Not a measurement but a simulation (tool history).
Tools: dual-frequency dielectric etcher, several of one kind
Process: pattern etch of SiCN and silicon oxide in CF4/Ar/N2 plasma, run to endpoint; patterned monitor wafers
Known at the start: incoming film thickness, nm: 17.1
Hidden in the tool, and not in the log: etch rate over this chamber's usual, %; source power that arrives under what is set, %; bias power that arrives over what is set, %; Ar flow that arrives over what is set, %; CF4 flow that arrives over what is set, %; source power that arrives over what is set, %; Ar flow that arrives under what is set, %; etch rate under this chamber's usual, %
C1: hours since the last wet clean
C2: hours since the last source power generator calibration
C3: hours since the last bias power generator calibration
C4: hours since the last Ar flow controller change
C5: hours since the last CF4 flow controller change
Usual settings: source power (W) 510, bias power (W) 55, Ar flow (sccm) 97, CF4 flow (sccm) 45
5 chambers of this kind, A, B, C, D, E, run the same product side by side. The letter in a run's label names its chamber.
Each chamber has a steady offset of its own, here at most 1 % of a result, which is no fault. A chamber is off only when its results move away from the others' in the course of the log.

run 1B hour=12.7 | source_power_(W)=510 bias_power_(W)=55 Ar_flow_(sccm)=97 CF4_flow_(sccm)=45 | C1=224.4 C2=1060 C3=1481.3 C4=133.9 C5=1072.5 | endpoint_time_(s)=20.905
run 2D hour=20.6 | source_power_(W)=510 bias_power_(W)=55 Ar_flow_(sccm)=97 CF4_flow_(sccm)=45 | C1=591.2 C2=4121.6 C3=1663.4 C4=1349.7 C5=1003.2 | endpoint_time_(s)=20.766
run 3E hour=34.2 | source_power_(W)=510 bias_power_(W)=55 Ar_flow_(sccm)=97 CF4_flow_(sccm)=45 | C1=104.9 C2=244.8 C3=1207.5 C4=755.1 C5=797.8 | endpoint_time_(s)=20.824
run 4C hour=43.9 | source_power_(W)=510 bias_power_(W)=55 Ar_flow_(sccm)=97 CF4_flow_(sccm)=45 | C1=425.2 C2=1121.6 C3=146.5 C4=1490.9 C5=1089.1 | endpoint_time_(s)=20.821
run 5A hour=57.3 | source_power_(W)=510 bias_power_(W)=55 Ar_flow_(sccm)=97 CF4_flow_(sccm)=45 | C1=286 C2=4443.1 C3=2677.5 C4=410 C5=3448.5 | endpoint_time_(s)=20.956
-- hour=58.8 chamber A: source power generator calibrated
run 6C hour=64.3 | source_power_(W)=510 bias_power_(W)=55 Ar_flow_(sccm)=97 CF4_flow_(sccm)=45 | C1=445.6 C2=1142 C3=166.9 C4=1511.3 C5=1109.5 | endpoint_time_(s)=20.801
-- hour=68.4 chamber D: wet clean of the chamber
run 7A hour=75.1 | source_power_(W)=640 bias_power_(W)=55 Ar_flow_(sccm)=97 CF4_flow_(sccm)=45 | C1=303.8 C2=16.3 C3=2695.3 C4=427.8 C5=3466.3 | endpoint_time_(s)=17.009
run 8D hour=91 | source_power_(W)=640 bias_power_(W)=55 Ar_flow_(sccm)=97 CF4_flow_(sccm)=45 | C1=22.6 C2=4192 C3=1733.8 C4=1420.1 C5=1073.6 | endpoint_time_(s)=17.202
run 9E hour=98.5 | source_power_(W)=640 bias_power_(W)=55 Ar_flow_(sccm)=97 CF4_flow_(sccm)=45 | C1=169.2 C2=309.1 C3=1271.8 C4=819.4 C5=862.1 | endpoint_time_(s)=17.174
run 10B hour=107 | source_power_(W)=640 bias_power_(W)=55 Ar_flow_(sccm)=97 CF4_flow_(sccm)=45 | C1=318.7 C2=1154.3 C3=1575.6 C4=228.2 C5=1166.8 | endpoint_time_(s)=17.215
-- hour=115 chamber C: wet clean of the chamber
run 11C hour=120.4 | source_power_(W)=640 bias_power_(W)=55 Ar_flow_(sccm)=97 CF4_flow_(sccm)=45 | C1=5.4 C2=1198.1 C3=223 C4=1567.4 C5=1165.6 | endpoint_time_(s)=17.236
-- hour=132.7 chamber A: wet clean of the chamber
run 12D hour=136.3 | source_power_(W)=510 bias_power_(W)=55 Ar_flow_(sccm)=97 CF4_flow_(sccm)=45 | C1=67.9 C2=4237.3 C3=1779.1 C4=1465.4 C5=1118.9 | endpoint_time_(s)=20.735
run 13A hour=148.8 | source_power_(W)=510 bias_power_(W)=55 Ar_flow_(sccm)=97 CF4_flow_(sccm)=45 | C1=16.1 C2=90 C3=2769 C4=501.5 C5=3540 | endpoint_time_(s)=20.898
-- hour=152.2 chamber A: CF4 flow controller replaced
run 14B hour=156 | source_power_(W)=510 bias_power_(W)=55 Ar_flow_(sccm)=97 CF4_flow_(sccm)=45 | C1=367.7 C2=1203.3 C3=1624.6 C4=277.2 C5=1215.8 | endpoint_time_(s)=20.685
run 15E hour=168.6 | source_power_(W)=510 bias_power_(W)=55 Ar_flow_(sccm)=97 CF4_flow_(sccm)=45 | C1=239.3 C2=379.2 C3=1341.9 C4=889.5 C5=932.2 | endpoint_time_(s)=20.952
run 16C hour=184 | source_power_(W)=510 bias_power_(W)=55 Ar_flow_(sccm)=97 CF4_flow_(sccm)=45 | C1=69 C2=1261.7 C3=286.6 C4=1631 C5=1229.2 | endpoint_time_(s)=20.912
run 17A hour=194.1 | source_power_(W)=510 bias_power_(W)=55 Ar_flow_(sccm)=97 CF4_flow_(sccm)=45 | C1=61.4 C2=135.3 C3=2814.3 C4=546.8 C5=41.9 | endpoint_time_(s)=20.885
run 18B hour=206.9 | source_power_(W)=510 bias_power_(W)=55 Ar_flow_(sccm)=97 CF4_flow_(sccm)=45 | C1=418.6 C2=1254.2 C3=1675.5 C4=328.1 C5=1266.7 | endpoint_time_(s)=20.597
run 19E hour=218.7 | source_power_(W)=510 bias_power_(W)=55 Ar_flow_(sccm)=97 CF4_flow_(sccm)=45 | C1=289.4 C2=429.3 C3=1392 C4=939.6 C5=982.3 | endpoint_time_(s)=21.125
run 20D hour=228.1 | source_power_(W)=510 bias_power_(W)=55 Ar_flow_(sccm)=97 CF4_flow_(sccm)=45 | C1=159.7 C2=4329.1 C3=1870.9 C4=1557.2 C5=1210.7 | endpoint_time_(s)=20.629
run 21A hour=242.5 | source_power_(W)=510 bias_power_(W)=55 Ar_flow_(sccm)=97 CF4_flow_(sccm)=45 | C1=109.8 C2=183.7 C3=2862.7 C4=595.2 C5=90.3 | endpoint_time_(s)=20.94
run 22E hour=252.8 | source_power_(W)=510 bias_power_(W)=55 Ar_flow_(sccm)=83 CF4_flow_(sccm)=45 | C1=323.5 C2=463.4 C3=1426.1 C4=973.7 C5=1016.4 | endpoint_time_(s)=20.479
run 23C hour=265 | source_power_(W)=510 bias_power_(W)=55 Ar_flow_(sccm)=83 CF4_flow_(sccm)=45 | C1=150 C2=1342.7 C3=367.6 C4=1712 C5=1310.2 | endpoint_time_(s)=20.054
run 24D hour=275.1 | source_power_(W)=510 bias_power_(W)=55 Ar_flow_(sccm)=83 CF4_flow_(sccm)=45 | C1=206.7 C2=4376.1 C3=1917.9 C4=1604.2 C5=1257.7 | endpoint_time_(s)=20.188
run 25B hour=287.8 | source_power_(W)=510 bias_power_(W)=55 Ar_flow_(sccm)=83 CF4_flow_(sccm)=45 | C1=499.5 C2=1335.1 C3=1756.4 C4=409 C5=1347.6 | endpoint_time_(s)=19.769
run 26C hour=303.1 | source_power_(W)=510 bias_power_(W)=55 Ar_flow_(sccm)=83 CF4_flow_(sccm)=45 | C1=188.1 C2=1380.8 C3=405.7 C4=1750.1 C5=1348.3 | endpoint_time_(s)=20.298
run 27B hour=315.1 | source_power_(W)=390 bias_power_(W)=65 Ar_flow_(sccm)=97 CF4_flow_(sccm)=45 | C1=526.8 C2=1362.4 C3=1783.7 C4=436.3 C5=1374.9 | endpoint_time_(s)=24.007
run 28A hour=328.1 | source_power_(W)=390 bias_power_(W)=65 Ar_flow_(sccm)=97 CF4_flow_(sccm)=45 | C1=195.4 C2=269.3 C3=2948.3 C4=680.8 C5=175.9 | endpoint_time_(s)=24.945
run 29E hour=340.9 | source_power_(W)=390 bias_power_(W)=65 Ar_flow_(sccm)=97 CF4_flow_(sccm)=45 | C1=411.6 C2=551.5 C3=1514.2 C4=1061.8 C5=1104.5 | endpoint_time_(s)=25.291
-- hour=342.5 chamber D: bias power generator calibrated
run 30D hour=356 | source_power_(W)=390 bias_power_(W)=65 Ar_flow_(sccm)=97 CF4_flow_(sccm)=45 | C1=287.6 C2=4457 C3=13.5 C4=1685.1 C5=1338.6 | endpoint_time_(s)=24.662
-- hour=369.8 chamber D: source power generator calibrated
run 31D hour=371.7 | source_power_(W)=390 bias_power_(W)=65 Ar_flow_(sccm)=97 CF4_flow_(sccm)=45 | C1=303.3 C2=2 C3=29.2 C4=1700.8 C5=1354.3 | endpoint_time_(s)=24.796
run 32A hour=378.8 | source_power_(W)=510 bias_power_(W)=55 Ar_flow_(sccm)=97 CF4_flow_(sccm)=45 | C1=246.1 C2=320 C3=2999 C4=731.5 C5=226.6 | endpoint_time_(s)=20.965

Next, every chamber runs the same settings. What will each give?
run 33A hour=390.5 | source_power_(W)=510 bias_power_(W)=55 Ar_flow_(sccm)=97 CF4_flow_(sccm)=45 | endpoint_time_(s)=?
run 33B hour=390.5 | source_power_(W)=510 bias_power_(W)=55 Ar_flow_(sccm)=97 CF4_flow_(sccm)=45 | endpoint_time_(s)=?
run 33C hour=390.5 | source_power_(W)=510 bias_power_(W)=55 Ar_flow_(sccm)=97 CF4_flow_(sccm)=45 | endpoint_time_(s)=?
run 33D hour=390.5 | source_power_(W)=510 bias_power_(W)=55 Ar_flow_(sccm)=97 CF4_flow_(sccm)=45 | endpoint_time_(s)=?
run 33E hour=390.5 | source_power_(W)=510 bias_power_(W)=55 Ar_flow_(sccm)=97 CF4_flow_(sccm)=45 | endpoint_time_(s)=?

run=33A endpoint_time_(s)=20.765
run=33B endpoint_time_(s)=19.797
run=33C endpoint_time_(s)=20.879
run=33D endpoint_time_(s)=20.66
run=33E endpoint_time_(s)=20.919
